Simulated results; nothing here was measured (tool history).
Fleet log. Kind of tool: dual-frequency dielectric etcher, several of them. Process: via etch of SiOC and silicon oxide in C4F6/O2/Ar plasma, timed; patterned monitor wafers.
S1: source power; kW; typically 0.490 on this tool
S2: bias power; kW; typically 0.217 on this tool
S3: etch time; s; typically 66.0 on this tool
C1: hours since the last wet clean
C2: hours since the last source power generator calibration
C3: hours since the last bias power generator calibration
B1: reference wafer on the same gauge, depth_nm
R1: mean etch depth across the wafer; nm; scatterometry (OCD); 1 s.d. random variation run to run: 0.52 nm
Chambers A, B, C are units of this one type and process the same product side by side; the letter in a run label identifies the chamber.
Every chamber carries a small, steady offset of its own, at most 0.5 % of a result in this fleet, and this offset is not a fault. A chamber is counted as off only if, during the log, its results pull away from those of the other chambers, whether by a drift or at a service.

run   hour     S1     S2    S3     C1      C2      C3      B1       R1
 1C   10.3  0.490  0.217  66.0  449.8  1481.5  3584.5  74.191   85.147
 2A   16.5  0.490  0.217  66.0   99.0  1230.8   420.1  74.279   85.948
 3B   26.4  0.490  0.217  66.0  499.3   513.2  2713.2  74.251   85.059
 4B   34.6  0.490  0.217  66.0  507.5   521.4  2721.4  74.128   85.483
 5A   40.9  0.490  0.217  66.0  123.4  1255.2   444.5  74.170   86.780
 6C   49.2  0.490  0.217  66.0  488.7  1520.4  3623.4  74.123   85.807
 7B   58.0  0.490  0.217  66.0  530.9   544.8  2744.8  74.224   85.773
 8A   65.5  0.490  0.217  66.0  148.0  1279.8   469.1  74.129   85.176
 9C   72.0  0.490  0.217  76.0  511.5  1543.2  3646.2  74.124   98.398
10C   83.1  0.490  0.217  76.0  522.6  1554.3  3657.3  74.133   98.564
11B   89.7  0.490  0.217  76.0  562.6   576.5  2776.5  74.278   98.305
12A   95.2  0.490  0.169  75.5  177.7  1309.5   498.8  74.252   91.110
13B  102.5  0.490  0.169  75.5  575.4   589.3  2789.3  74.194   88.739
14A  107.9  0.490  0.169  75.5  190.4  1322.2   511.5  74.208   91.034
15C  113.6  0.490  0.217  66.0  553.1  1584.8  3687.8  74.140   85.661
16B  119.3  0.490  0.217  66.0  592.2   606.1  2806.1  74.165   84.528
17A  130.2  0.490  0.217  66.0  212.7  1344.5   533.8  74.244   86.372
18C  136.9  0.490  0.217  66.0  576.4  1608.1  3711.1  74.203   86.610
19C  143.4  0.490  0.217  66.0  582.9  1614.6  3717.6  74.246   85.344
20A  155.0  0.490  0.217  66.0  237.5  1369.3   558.6  74.197   86.314
     160.6  -- chamber B: wet clean of the chamber
21B  161.9  0.490  0.217  66.0    1.3   648.7  2848.7  74.187   85.101
22A  169.6  0.490  0.217  84.0  252.1  1383.9   573.2  74.260  109.970
     170.3  -- chamber C: wet clean of the chamber
23C  179.0  0.490  0.217  84.0    8.8  1650.2  3753.2  74.141  107.690
24B  190.7  0.490  0.217  84.0   30.1   677.5  2877.5  74.183  108.710

For the next run the whole fleet of 3 chambers uses the same settings. Give each chamber's results:
25A  199.2  0.490  0.217  79.0                   ?
25B  199.2  0.490  0.217  79.0                   ?
25C  199.2  0.490  0.217  79.0                   ?

run       R1
25A  102.290
25B  102.000
25C  103.130
